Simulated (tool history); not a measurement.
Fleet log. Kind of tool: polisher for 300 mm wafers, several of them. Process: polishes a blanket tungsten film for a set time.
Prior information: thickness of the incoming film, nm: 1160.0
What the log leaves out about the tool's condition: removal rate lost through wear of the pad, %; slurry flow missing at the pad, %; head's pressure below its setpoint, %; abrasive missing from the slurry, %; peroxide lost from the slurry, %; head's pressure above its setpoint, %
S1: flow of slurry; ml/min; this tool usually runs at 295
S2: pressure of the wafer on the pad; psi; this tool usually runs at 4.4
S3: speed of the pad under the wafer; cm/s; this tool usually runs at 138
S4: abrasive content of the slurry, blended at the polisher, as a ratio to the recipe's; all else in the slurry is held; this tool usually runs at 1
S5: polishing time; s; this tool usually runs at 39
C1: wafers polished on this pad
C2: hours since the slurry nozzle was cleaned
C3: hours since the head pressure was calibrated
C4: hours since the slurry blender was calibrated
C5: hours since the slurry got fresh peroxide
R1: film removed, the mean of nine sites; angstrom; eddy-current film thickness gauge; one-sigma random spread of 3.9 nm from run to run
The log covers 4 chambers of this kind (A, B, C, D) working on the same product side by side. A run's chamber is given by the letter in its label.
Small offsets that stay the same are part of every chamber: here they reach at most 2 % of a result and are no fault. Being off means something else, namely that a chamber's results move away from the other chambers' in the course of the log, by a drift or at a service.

Run 1D, hour 5.3: usual settings; C1 426; C2 571.5; C3 487.3; C4 11.4; C5 125.6. Result: R1 3418.1 angstrom.
At hour 7.8: chamber D: slurry tank refilled with fresh slurry and peroxide.
Run 2C, hour 11.3: usual settings; C1 211; C2 254.1; C3 246.9; C4 77.1; C5 29.5. Result: R1 3399 angstrom.
Run 3B, hour 15.1: usual settings; C1 851; C2 281.6; C3 62.3; C4 259.3; C5 44. Result: R1 3366 angstrom.
Run 4A, hour 18.9: usual settings; C1 950; C2 259.9; C3 456.8; C4 44.2; C5 140.5. Result: R1 3457.3 angstrom.
At hour 19: chamber A: worn pad replaced by a new one.
Run 5C, hour 24.1: usual settings; C1 349; C2 266.9; C3 259.7; C4 89.9; C5 42.3. Result: R1 3344.9 angstrom.
At hour 27.4: chamber A: slurry tank refilled with fresh slurry and peroxide.
Run 6D, hour 29.7: usual settings; C1 690; C2 595.9; C3 511.7; C4 35.8; C5 22. Result: R1 3400.7 angstrom.
Run 7A, hour 35.3: usual settings; C1 176; C2 276.3; C3 473.2; C4 60.6; C5 7.9. Result: R1 3423.2 angstrom.
Run 8B, hour 42.2: usual settings; C1 1143; C2 308.7; C3 89.4; C4 286.4; C5 71.1. Result: R1 3396.6 angstrom.
Run 9D, hour 45.7: usual settings; C1 863; C2 611.9; C3 527.7; C4 51.8; C5 38. Result: R1 3434.7 angstrom.
At hour 48.1: chamber C: worn pad replaced by a new one.
Run 10B, hour 50.7: usual settings but S2 3.4 psi, S3 96 cm/s; C1 1235; C2 317.2; C3 97.9; C4 294.9; C5 79.6. Result: R1 1837.5 angstrom.
At hour 53.5: chamber D: head pressure recalibrated.
At hour 55.6: chamber D: worn pad replaced by a new one.
Run 11C, hour 56.5: usual settings but S2 3.4 psi, S3 96 cm/s; C1 90; C2 299.3; C3 292.1; C4 122.3; C5 74.7. Result: R1 1824.8 angstrom.
Run 12A, hour 63.4: usual settings but S2 3.4 psi, S3 96 cm/s; C1 480; C2 304.4; C3 501.3; C4 88.7; C5 36. Result: R1 1821.8 angstrom.
Run 13B, hour 69.4: usual settings but S2 3.4 psi, S3 96 cm/s; C1 1437; C2 335.9; C3 116.6; C4 313.6; C5 98.3. Result: R1 1822.6 angstrom.
At hour 72.7: chamber B: worn pad replaced by a new one.
Run 14A, hour 74.8: usual settings; C1 603; C2 315.8; C3 512.7; C4 100.1; C5 47.4. Result: R1 3462.8 angstrom.
Run 15D, hour 78.8: usual settings; C1 250; C2 645; C3 25.3; C4 84.9; C5 71.1. Result: R1 3035.5 angstrom.
Run 16C, hour 85.1: usual settings; C1 399; C2 327.9; C3 320.7; C4 150.9; C5 103.3. Result: R1 3406.6 angstrom.
Run 17A, hour 88.6: usual settings; C1 752; C2 329.6; C3 526.5; C4 113.9; C5 61.2. Result: R1 3488.5 angstrom.
At hour 89.5: chamber B: slurry tank refilled with fresh slurry and peroxide.
At hour 90.7: chamber C: slurry blender recalibrated.
At hour 91.3: chamber A: worn pad replaced by a new one.
Run 18B, hour 94.1: usual settings; C1 231; C2 360.6; C3 141.3; C4 338.3; C5 4.6. Result: R1 3404.4 angstrom.
At hour 95.7: chamber C: slurry tank refilled with fresh slurry and peroxide.
At hour 100.3: chamber D: slurry nozzle cleaned.
Run 19D, hour 101.5: usual settings; C1 495; C2 1.2; C3 48; C4 107.6; C5 93.8. Result: R1 3045.9 angstrom.
Run 20C, hour 107.3: usual settings but S3 108 cm/s; C1 639; C2 350.1; C3 342.9; C4 16.7; C5 11.6. Result: R1 2650.3 angstrom.
At hour 112.6: chamber C: worn pad replaced by a new one.
Run 21D, hour 114.5: usual settings but S3 108 cm/s; C1 636; C2 14.2; C3 61; C4 120.6; C5 106.8. Result: R1 2358.9 angstrom.
Run 22A, hour 117.9: usual settings but S3 108 cm/s; C1 287; C2 358.9; C3 555.8; C4 143.2; C5 90.5. Result: R1 2662.1 angstrom.
Run 23C, hour 122.9: usual settings but S3 108 cm/s; C1 111; C2 365.7; C3 358.5; C4 32.3; C5 27.2. Result: R1 2697.6 angstrom.
Run 24B, hour 130.3: usual settings; C1 622; C2 396.8; C3 177.5; C4 374.5; C5 40.8. Result: R1 3379.2 angstrom.
Run 25C, hour 134.6: usual settings but S1 365 ml/min; C1 238; C2 377.4; C3 370.2; C4 44; C5 38.9. Result: R1 3470.8 angstrom.
Run 26B, hour 138.2: usual settings but S1 365 ml/min; C1 707; C2 404.7; C3 185.4; C4 382.4; C5 48.7. Result: R1 3424.4 angstrom.
At hour 139.3: chamber D: slurry tank refilled with fresh slurry and peroxide.
Run 27A, hour 141.9: usual settings but S1 365 ml/min; C1 547; C2 382.9; C3 579.8; C4 167.2; C5 114.5. Result: R1 3524.4 angstrom.
At hour 144.3: chamber D: worn pad replaced by a new one.
At hour 144.9: chamber C: slurry nozzle cleaned.
Run 28D, hour 147.3: usual settings but S1 365 ml/min; C1 32; C2 47; C3 93.8; C4 153.4; C5 8. Result: R1 3099.3 angstrom.
Run 29A, hour 153.1: usual settings; C1 667; C2 394.1; C3 591; C4 178.4; C5 125.7. Result: R1 3467.5 angstrom.
Run 30C, hour 158.2: usual settings but S2 5.7 psi, S4 0.85; C1 492; C2 13.4; C3 393.8; C4 67.6; C5 62.5. Result: R1 4240.2 angstrom.

Is one chamber off against the others, does the gauge drift, or is nothing wrong? If a chamber is off, say which, and what the likeliest cause is.

The work done on chamber D during a service left it standing apart from the others.
Likeliest cause: head's pressure below its setpoint, % = 10.6.

Below are 4 candidate recipes for chamber D's next run, each the usual settings with a change, their results shown as question marks. Which of them brings D's results back in line with what the other chambers give on the usual settings?
Allowed miss from the other chambers' usual-settings mean, per result, to count as in line: R1 140 angstrom
Run 31D-1, hour 163.5: usual settings but S2 4.9 psi. Result: R1 ?.
Run 31D-2, hour 163.5: usual settings but S2 4.5 psi, S3 140 cm/s, S5 40 s. Result: R1 ?.
Run 31D-3, hour 163.5: usual settings but S3 130 cm/s, S5 37 s. Result: R1 ?.
Run 31D-4, hour 163.5: usual settings but S2 4.2 psi. Result: R1 ?.

Other chambers, usual settings, mean: R1 3436 angstrom
  run      R1
31D-1  3390.7
31D-2  3244.6
31D-3  2722.8
31D-4  2912.9
Change 31D-1 lands the chamber within the allowed miss of the other chambers.

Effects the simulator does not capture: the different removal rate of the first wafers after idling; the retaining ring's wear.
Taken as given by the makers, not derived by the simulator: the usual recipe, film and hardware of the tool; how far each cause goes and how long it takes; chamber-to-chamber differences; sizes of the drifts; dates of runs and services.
